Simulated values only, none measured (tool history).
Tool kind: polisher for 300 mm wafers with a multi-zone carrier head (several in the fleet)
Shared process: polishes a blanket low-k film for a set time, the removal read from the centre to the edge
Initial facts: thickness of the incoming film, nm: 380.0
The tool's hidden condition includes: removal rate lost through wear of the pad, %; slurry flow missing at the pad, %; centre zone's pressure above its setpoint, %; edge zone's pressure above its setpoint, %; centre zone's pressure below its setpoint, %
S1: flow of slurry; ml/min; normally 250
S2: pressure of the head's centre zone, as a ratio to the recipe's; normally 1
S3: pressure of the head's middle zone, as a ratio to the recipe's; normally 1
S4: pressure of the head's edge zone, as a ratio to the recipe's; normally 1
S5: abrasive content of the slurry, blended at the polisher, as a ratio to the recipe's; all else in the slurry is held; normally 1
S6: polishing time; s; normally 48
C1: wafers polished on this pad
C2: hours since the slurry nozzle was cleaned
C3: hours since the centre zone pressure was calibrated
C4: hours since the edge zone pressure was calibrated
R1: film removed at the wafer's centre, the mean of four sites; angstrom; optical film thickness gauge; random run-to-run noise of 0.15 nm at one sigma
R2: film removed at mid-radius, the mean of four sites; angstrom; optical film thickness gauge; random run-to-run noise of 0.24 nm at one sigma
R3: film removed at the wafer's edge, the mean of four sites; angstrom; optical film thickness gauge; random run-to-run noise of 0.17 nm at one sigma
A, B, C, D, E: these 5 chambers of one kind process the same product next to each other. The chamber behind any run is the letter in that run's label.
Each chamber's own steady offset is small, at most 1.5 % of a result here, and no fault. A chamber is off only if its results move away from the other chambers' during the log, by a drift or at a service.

{"run": "1D", "hour": 11.1, "S1": 250, "S2": 1, "S3": 1, "S4": 1, "S5": 1, "S6": 48, "C1": 316, "C2": 17.9, "C3": 192.6, "C4": 267.1, "R1": 162.58, "R2": 159.97, "R3": 163.23}
{"run": "2A", "hour": 19.4, "S1": 250, "S2": 1, "S3": 1, "S4": 1, "S5": 1, "S6": 48, "C1": 1093, "C2": 39.5, "C3": 575.5, "C4": 1081.8, "R1": 163.97, "R2": 163.36, "R3": 163.53}
{"run": "3E", "hour": 24.8, "S1": 250, "S2": 1, "S3": 1, "S4": 1, "S5": 1, "S6": 48, "C1": 757, "C2": 377.3, "C3": 192, "C4": 147.7, "R1": 161.1, "R2": 162.36, "R3": 161.25}
{"hour": 30.6, "done": "chamber A: worn pad replaced by a new one"}
{"hour": 32.7, "done": "chamber B: edge zone pressure recalibrated"}
{"run": "4C", "hour": 32.8, "S1": 250, "S2": 1, "S3": 1, "S4": 1, "S5": 1, "S6": 48, "C1": 1028, "C2": 482.6, "C3": 137.7, "C4": 200.5, "R1": 162.67, "R2": 165.15, "R3": 165.42}
{"run": "5B", "hour": 38.9, "S1": 250, "S2": 1, "S3": 1, "S4": 1, "S5": 1, "S6": 48, "C1": 1359, "C2": 599.1, "C3": 126.8, "C4": 6.2, "R1": 163.51, "R2": 161.22, "R3": 163.55}
{"hour": 46.2, "done": "chamber D: worn pad replaced by a new one"}
{"run": "6D", "hour": 48.7, "S1": 250, "S2": 1, "S3": 1, "S4": 1, "S5": 1, "S6": 48, "C1": 35, "C2": 55.5, "C3": 230.2, "C4": 304.7, "R1": 162.97, "R2": 159.22, "R3": 164.7}
{"hour": 50.5, "done": "chamber C: worn pad replaced by a new one"}
{"hour": 53.2, "done": "chamber B: worn pad replaced by a new one"}
{"run": "7C", "hour": 54.5, "S1": 250, "S2": 1, "S3": 1, "S4": 1, "S5": 1, "S6": 48, "C1": 56, "C2": 504.3, "C3": 159.4, "C4": 222.2, "R1": 160.91, "R2": 166.89, "R3": 165.49}
{"hour": 56.7, "done": "chamber A: centre zone pressure recalibrated"}
{"run": "8B", "hour": 61.2, "S1": 185, "S2": 1, "S3": 1, "S4": 1, "S5": 0.85, "S6": 48, "C1": 111, "C2": 621.4, "C3": 149.1, "C4": 28.5, "R1": 142.23, "R2": 144.83, "R3": 144.12}
{"run": "9A", "hour": 71.1, "S1": 185, "S2": 1, "S3": 1, "S4": 1, "S5": 0.85, "S6": 48, "C1": 559, "C2": 91.2, "C3": 14.4, "C4": 1133.5, "R1": 144.03, "R2": 144.62, "R3": 144.13}
{"run": "10E", "hour": 78.8, "S1": 185, "S2": 1, "S3": 1, "S4": 1, "S5": 0.85, "S6": 48, "C1": 1503, "C2": 431.3, "C3": 246, "C4": 201.7, "R1": 141.27, "R2": 142.46, "R3": 143.14}
{"hour": 79.7, "done": "chamber E: worn pad replaced by a new one"}
{"run": "11C", "hour": 86.1, "S1": 185, "S2": 1, "S3": 1, "S4": 1, "S5": 0.85, "S6": 48, "C1": 492, "C2": 535.9, "C3": 191, "C4": 253.8, "R1": 142.53, "R2": 147.08, "R3": 148.71}
{"run": "12D", "hour": 95.1, "S1": 185, "S2": 1, "S3": 1, "S4": 1, "S5": 0.85, "S6": 48, "C1": 676, "C2": 101.9, "C3": 276.6, "C4": 351.1, "R1": 141.8, "R2": 142.82, "R3": 146.79}
{"hour": 98.3, "done": "chamber B: slurry nozzle cleaned"}
{"run": "13B", "hour": 100.1, "S1": 250, "S2": 1, "S3": 1, "S4": 1, "S5": 1, "S6": 48, "C1": 648, "C2": 1.9, "C3": 188, "C4": 67.4, "R1": 161.87, "R2": 162.81, "R3": 164.11}
{"hour": 102.2, "done": "chamber D: worn pad replaced by a new one"}
{"run": "14A", "hour": 107.8, "S1": 250, "S2": 1, "S3": 1, "S4": 1, "S5": 1, "S6": 48, "C1": 1066, "C2": 127.9, "C3": 51.1, "C4": 1170.2, "R1": 162.9, "R2": 163.02, "R3": 161.99}
{"run": "15E", "hour": 118.9, "S1": 250, "S2": 1, "S3": 1, "S4": 1, "S5": 1, "S6": 48, "C1": 541, "C2": 471.4, "C3": 286.1, "C4": 241.8, "R1": 159.73, "R2": 162.49, "R3": 161.58}
{"run": "16D", "hour": 128.6, "S1": 250, "S2": 1, "S3": 1, "S4": 1, "S5": 1, "S6": 48, "C1": 364, "C2": 135.4, "C3": 310.1, "C4": 384.6, "R1": 161.59, "R2": 166, "R3": 163.01}
{"run": "17E", "hour": 138.8, "S1": 250, "S2": 1, "S3": 1, "S4": 1, "S5": 1, "S6": 48, "C1": 816, "C2": 491.3, "C3": 306, "C4": 261.7, "R1": 157.22, "R2": 165.84, "R3": 159.42}
{"hour": 140.2, "done": "chamber A: worn pad replaced by a new one"}
{"run": "18A", "hour": 146.4, "S1": 250, "S2": 1, "S3": 1, "S4": 1, "S5": 1, "S6": 48, "C1": 86, "C2": 166.5, "C3": 89.7, "C4": 1208.8, "R1": 162.4, "R2": 157.62, "R3": 164.07}
{"hour": 150.4, "done": "chamber C: worn pad replaced by a new one"}
{"run": "19B", "hour": 152.4, "S1": 250, "S2": 1, "S3": 1, "S4": 1, "S5": 1, "S6": 48, "C1": 1371, "C2": 54.2, "C3": 240.3, "C4": 119.7, "R1": 158.46, "R2": 160.63, "R3": 162.65}
{"hour": 158.3, "done": "chamber D: worn pad replaced by a new one"}
{"run": "20C", "hour": 160.2, "S1": 250, "S2": 1, "S3": 1, "S4": 1, "S5": 1, "S6": 48, "C1": 135, "C2": 610, "C3": 265.1, "C4": 327.9, "R1": 164.52, "R2": 165.11, "R3": 163.04}
{"run": "21D", "hour": 168.6, "S1": 330, "S2": 1, "S3": 1, "S4": 1, "S5": 1, "S6": 48, "C1": 143, "C2": 175.4, "C3": 350.1, "C4": 424.6, "R1": 167.27, "R2": 162.86, "R3": 167.53}
{"hour": 168.7, "done": "chamber E: worn pad replaced by a new one"}
{"hour": 169.0, "done": "chamber B: worn pad replaced by a new one"}
{"hour": 176.3, "done": "chamber D: edge zone pressure recalibrated"}
{"run": "22A", "hour": 178.1, "S1": 330, "S2": 1, "S3": 1, "S4": 1, "S5": 1, "S6": 48, "C1": 524, "C2": 198.2, "C3": 121.4, "C4": 1240.5, "R1": 167.79, "R2": 161.41, "R3": 167.65}
{"run": "23C", "hour": 187.6, "S1": 330, "S2": 1, "S3": 1, "S4": 1, "S5": 1, "S6": 48, "C1": 514, "C2": 637.4, "C3": 292.5, "C4": 355.3, "R1": 168.33, "R2": 171.7, "R3": 167.23}
{"run": "24B", "hour": 198.2, "S1": 330, "S2": 1, "S3": 1, "S4": 1, "S5": 1, "S6": 48, "C1": 403, "C2": 100, "C3": 286.1, "C4": 165.5, "R1": 158.77, "R2": 167.5, "R3": 166.89}
{"hour": 202.0, "done": "chamber E: centre zone pressure recalibrated"}
{"run": "25E", "hour": 203.2, "S1": 330, "S2": 1, "S3": 1, "S4": 1, "S5": 1, "S6": 48, "C1": 476, "C2": 555.7, "C3": 1.3, "C4": 326.1, "R1": 167.19, "R2": 167.35, "R3": 163.09}
{"hour": 205.7, "done": "chamber D: worn pad replaced by a new one"}
{"run": "26B", "hour": 213.5, "S1": 250, "S2": 1, "S3": 1, "S4": 1, "S5": 1, "S6": 48, "C1": 614, "C2": 115.3, "C3": 301.4, "C4": 180.8, "R1": 155.27, "R2": 161.7, "R3": 165.95}
{"run": "27D", "hour": 223.7, "S1": 250, "S2": 1, "S3": 1, "S4": 1, "S5": 1, "S6": 48, "C1": 248, "C2": 230.5, "C3": 405.2, "C4": 47.5, "R1": 163.27, "R2": 163.14, "R3": 164.49}
{"hour": 228.5, "done": "chamber D: slurry nozzle cleaned"}
{"run": "28E", "hour": 229.1, "S1": 250, "S2": 1, "S3": 1, "S4": 1, "S5": 1, "S6": 48, "C1": 834, "C2": 581.6, "C3": 27.2, "C4": 352, "R1": 161.09, "R2": 160.4, "R3": 163.95}
{"hour": 237.6, "done": "chamber A: worn pad replaced by a new one"}
{"run": "29C", "hour": 240.1, "S1": 250, "S2": 1, "S3": 1, "S4": 1, "S5": 1, "S6": 48, "C1": 1239, "C2": 689.9, "C3": 345, "C4": 407.8, "R1": 161.81, "R2": 163.09, "R3": 165.85}
{"hour": 242.4, "done": "chamber C: worn pad replaced by a new one"}
{"run": "30A", "hour": 248.3, "S1": 185, "S2": 1, "S3": 1, "S4": 1, "S5": 1, "S6": 48, "C1": 148, "C2": 268.4, "C3": 191.6, "C4": 1310.7, "R1": 156.09, "R2": 158.08, "R3": 153.98}
{"hour": 249.6, "done": "chamber E: slurry nozzle cleaned"}
{"run": "31C", "hour": 254.4, "S1": 185, "S2": 1, "S3": 1, "S4": 1, "S5": 1, "S6": 48, "C1": 165, "C2": 704.2, "C3": 359.3, "C4": 422.1, "R1": 155.56, "R2": 158.65, "R3": 160.64}
{"hour": 259.8, "done": "chamber E: worn pad replaced by a new one"}
{"run": "32D", "hour": 263.0, "S1": 185, "S2": 1, "S3": 1, "S4": 1, "S5": 1, "S6": 48, "C1": 791, "C2": 34.6, "C3": 444.5, "C4": 86.8, "R1": 156.12, "R2": 159.72, "R3": 159.45}
{"run": "33E", "hour": 272.0, "S1": 185, "S2": 1, "S3": 1, "S4": 1, "S5": 1, "S6": 48, "C1": 168, "C2": 22.4, "C3": 70.1, "C4": 394.9, "R1": 154.76, "R2": 151.82, "R3": 157.05}
{"run": "34A", "hour": 277.0, "S1": 185, "S2": 1, "S3": 1, "S4": 1, "S5": 1, "S6": 48, "C1": 544, "C2": 297.1, "C3": 220.3, "C4": 1339.4, "R1": 153.37, "R2": 150.6, "R3": 154.2}

Has any chamber moved away from the others, gradually or after a service, or does the common gauge drift, or do the chambers differ only by their own small steady offsets? State the chamber and the most likely cause if one applies.

Little by little, chamber B moves away from the other chambers.
Most likely cause: centre zone's pressure below its setpoint, % = 7.85.

Below are 4 candidate recipes for chamber B's next run, each the usual settings with a change, their results shown as question marks. Which of them brings B's results back in line with what the other chambers give on the usual settings?
In-line tolerance around the mean of the other chambers on the usual settings: R1 5.1 angstrom; R2 8.3 angstrom; R3 6.1 angstrom
{"run": "35B-1", "hour": 285.0, "S1": 240, "S2": 0.89, "S3": 1.02, "S4": 1.04, "S5": 1, "S6": 47, "R1": "?", "R2": "?", "R3": "?"}
{"run": "35B-2", "hour": 285.0, "S1": 260, "S2": 1.12, "S3": 0.99, "S4": 0.95, "S5": 1, "S6": 50, "R1": "?", "R2": "?", "R3": "?"}
{"run": "35B-3", "hour": 285.0, "S1": 255, "S2": 1.06, "S3": 0.99, "S4": 0.98, "S5": 1, "S6": 49, "R1": "?", "R2": "?", "R3": "?"}
{"run": "35B-4", "hour": 285.0, "S1": 245, "S2": 0.94, "S3": 1.01, "S4": 1.02, "S5": 1, "S6": 47, "R1": "?", "R2": "?", "R3": "?"}

Usual-settings mean across the other chambers: R1 162.24 angstrom; R2 162.07 angstrom; R3 163.13 angstrom
run=35B-1 R1=127.82 R2=159.1 R3=162.1
run=35B-2 R1=176.5 R2=166.03 R3=165.79
run=35B-3 R1=162.57 R2=162.4 R3=164.8
run=35B-4 R1=136.1 R2=158.02 R3=160.78
35B-3 puts the chamber back in line with the other chambers.

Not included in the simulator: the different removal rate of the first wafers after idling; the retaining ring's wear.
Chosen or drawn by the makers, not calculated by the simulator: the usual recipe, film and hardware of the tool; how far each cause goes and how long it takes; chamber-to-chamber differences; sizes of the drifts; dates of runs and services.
